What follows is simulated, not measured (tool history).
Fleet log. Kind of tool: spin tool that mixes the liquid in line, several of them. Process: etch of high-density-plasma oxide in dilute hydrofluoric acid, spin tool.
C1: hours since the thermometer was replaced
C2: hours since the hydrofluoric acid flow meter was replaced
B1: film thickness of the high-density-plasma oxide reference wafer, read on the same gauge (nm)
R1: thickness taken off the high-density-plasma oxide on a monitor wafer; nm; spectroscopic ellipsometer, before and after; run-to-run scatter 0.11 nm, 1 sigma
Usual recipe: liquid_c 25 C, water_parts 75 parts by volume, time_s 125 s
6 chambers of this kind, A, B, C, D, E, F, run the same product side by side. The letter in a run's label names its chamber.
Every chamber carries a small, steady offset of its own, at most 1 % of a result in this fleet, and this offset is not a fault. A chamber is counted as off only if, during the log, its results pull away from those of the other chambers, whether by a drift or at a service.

run 1C hour=14.2 | liquid_c=25 water_parts=75 time_s=125 | C1=337.7 C2=729.4 | B1=120 | R1=13.83
run 2B hour=25.4 | liquid_c=25 water_parts=75 time_s=125 | C1=1373.9 C2=632.1 | B1=120.02 | R1=13.973
run 3F hour=35.4 | liquid_c=25 water_parts=75 time_s=125 | C1=151.6 C2=1232.5 | B1=120.04 | R1=14.216
run 4A hour=47.6 | liquid_c=25 water_parts=75 time_s=125 | C1=286.1 C2=555.1 | B1=119.97 | R1=14.178
run 5D hour=57.1 | liquid_c=25 water_parts=75 time_s=125 | C1=1394.1 C2=1003.2 | B1=119.98 | R1=14.076
run 6E hour=65.2 | liquid_c=25 water_parts=75 time_s=125 | C1=180.2 C2=816.9 | B1=120.04 | R1=14.208
run 7D hour=78.3 | liquid_c=25 water_parts=40 time_s=55 | C1=1415.3 C2=1024.4 | B1=120 | R1=12.029
run 8A hour=85.9 | liquid_c=25 water_parts=40 time_s=55 | C1=324.4 C2=593.4 | B1=120.04 | R1=12.26
run 9F hour=98.6 | liquid_c=25 water_parts=40 time_s=55 | C1=214.8 C2=1295.7 | B1=119.99 | R1=11.862
run 10E hour=107 | liquid_c=25 water_parts=40 time_s=55 | C1=222 C2=858.7 | B1=120 | R1=12.091
run 11B hour=120.1 | liquid_c=25 water_parts=40 time_s=55 | C1=1468.6 C2=726.8 | B1=120 | R1=12.219
run 12C hour=127.5 | liquid_c=25 water_parts=40 time_s=55 | C1=451 C2=842.7 | B1=120.02 | R1=12.004
run 13B hour=138.9 | liquid_c=25 water_parts=75 time_s=125 | C1=1487.4 C2=745.6 | B1=120 | R1=14.02
run 14D hour=147.6 | liquid_c=25 water_parts=75 time_s=125 | C1=1484.6 C2=1093.7 | B1=120 | R1=14.31
run 15F hour=156.3 | liquid_c=25 water_parts=75 time_s=125 | C1=272.5 C2=1353.4 | B1=120.04 | R1=14.096
run 16E hour=168.8 | liquid_c=25 water_parts=75 time_s=125 | C1=283.8 C2=920.5 | B1=119.99 | R1=14.192
run 17C hour=181.3 | liquid_c=25 water_parts=75 time_s=125 | C1=504.8 C2=896.5 | B1=120.01 | R1=14.097
run 18A hour=193.8 | liquid_c=25 water_parts=75 time_s=125 | C1=432.3 C2=701.3 | B1=119.98 | R1=14.246
run 19B hour=207.2 | liquid_c=25 water_parts=75 time_s=125 | C1=1555.7 C2=813.9 | B1=120.03 | R1=14.215
run 20E hour=214 | liquid_c=25 water_parts=75 time_s=125 | C1=329 C2=965.7 | B1=119.97 | R1=14.065
run 21D hour=226.7 | liquid_c=25 water_parts=75 time_s=125 | C1=1563.7 C2=1172.8 | B1=120 | R1=14.1
run 22F hour=234.7 | liquid_c=25 water_parts=75 time_s=125 | C1=350.9 C2=1431.8 | B1=119.98 | R1=13.974
run 23A hour=243.5 | liquid_c=25 water_parts=75 time_s=125 | C1=482 C2=751 | B1=120.06 | R1=14.112
run 24C hour=252.6 | liquid_c=25 water_parts=75 time_s=125 | C1=576.1 C2=967.8 | B1=119.99 | R1=14.101
run 25B hour=265.4 | liquid_c=25 water_parts=75 time_s=125 | C1=1613.9 C2=872.1 | B1=120.03 | R1=14.462
run 26D hour=273.9 | liquid_c=25 water_parts=75 time_s=125 | C1=1610.9 C2=1220 | B1=120.04 | R1=14.037
run 27E hour=286 | liquid_c=20.5 water_parts=110 time_s=125 | C1=401 C2=1037.7 | B1=119.98 | R1=7.7695
run 28F hour=296.5 | liquid_c=20.5 water_parts=110 time_s=125 | C1=412.7 C2=1493.6 | B1=120 | R1=7.7535
run 29C hour=309.2 | liquid_c=20.5 water_parts=110 time_s=125 | C1=632.7 C2=1024.4 | B1=120.04 | R1=7.5698
run 30A hour=322.2 | liquid_c=20.5 water_parts=110 time_s=125 | C1=560.7 C2=829.7 | B1=120.01 | R1=7.6975
run 31B hour=335.7 | liquid_c=20.5 water_parts=110 time_s=125 | C1=1684.2 C2=942.4 | B1=119.98 | R1=7.9506
run 32E hour=343.6 | liquid_c=20.5 water_parts=110 time_s=125 | C1=458.6 C2=1095.3 | B1=119.99 | R1=7.707
run 33F hour=352.4 | liquid_c=25 water_parts=75 time_s=125 | C1=468.6 C2=1549.5 | B1=120.01 | R1=14.148
run 34D hour=366.9 | liquid_c=25 water_parts=75 time_s=125 | C1=1703.9 C2=1313 | B1=120.01 | R1=13.987
-- hour=373.9 chamber C: thermometer replaced
run 35C hour=376.6 | liquid_c=25 water_parts=75 time_s=65 | C1=2.7 C2=1091.8 | B1=119.97 | R1=7.3593
run 36A hour=390.4 | liquid_c=25 water_parts=75 time_s=65 | C1=628.9 C2=897.9 | B1=120.02 | R1=7.3559
run 37C hour=403.6 | liquid_c=25 water_parts=75 time_s=65 | C1=29.7 C2=1118.8 | B1=120 | R1=7.2345
run 38D hour=416.7 | liquid_c=25 water_parts=75 time_s=65 | C1=1753.7 C2=1362.8 | B1=120.01 | R1=7.4046
run 39E hour=426.1 | liquid_c=25 water_parts=75 time_s=65 | C1=541.1 C2=1177.8 | B1=119.99 | R1=7.3836
run 40B hour=436.7 | liquid_c=25 water_parts=75 time_s=65 | C1=1785.2 C2=1043.4 | B1=119.96 | R1=7.756

One chamber off, gauge drift, or nothing amiss beyond the chambers' own small offsets? If it is a chamber, which one, and what is the likeliest cause?

Chamber B drifts away from the others.
Most likely cause: hydrofluoric acid flow above the setpoint (%) = 4.77.
Not necessarily distinguishable in this log from: liquid hotter than its thermometer reads (K).

Which of the 4 candidates below, each the usual settings with something changed and its results left as question marks, puts chamber B back in line with what the other chambers give on the usual settings?
To be in line, a result may differ from the other chambers' mean on the usual settings by at most: R1 0.4 nm
run 41B-1 hour=447 | liquid_c=26 water_parts=75 time_s=125 | R1=?
run 41B-2 hour=447 | liquid_c=25 water_parts=75 time_s=120 | R1=?
run 41B-3 hour=447 | liquid_c=27.5 water_parts=75 time_s=125 | R1=?
run 41B-4 hour=447 | liquid_c=25 water_parts=80 time_s=120 | R1=?

Other chambers, usual settings, mean: R1 14.116 nm
run=41B-1 R1=15.464
run=41B-2 R1=14.253
run=41B-3 R1=16.42
run=41B-4 R1=13.287
The answer is 41B-2, which returns the chamber to within the allowed miss of the others.
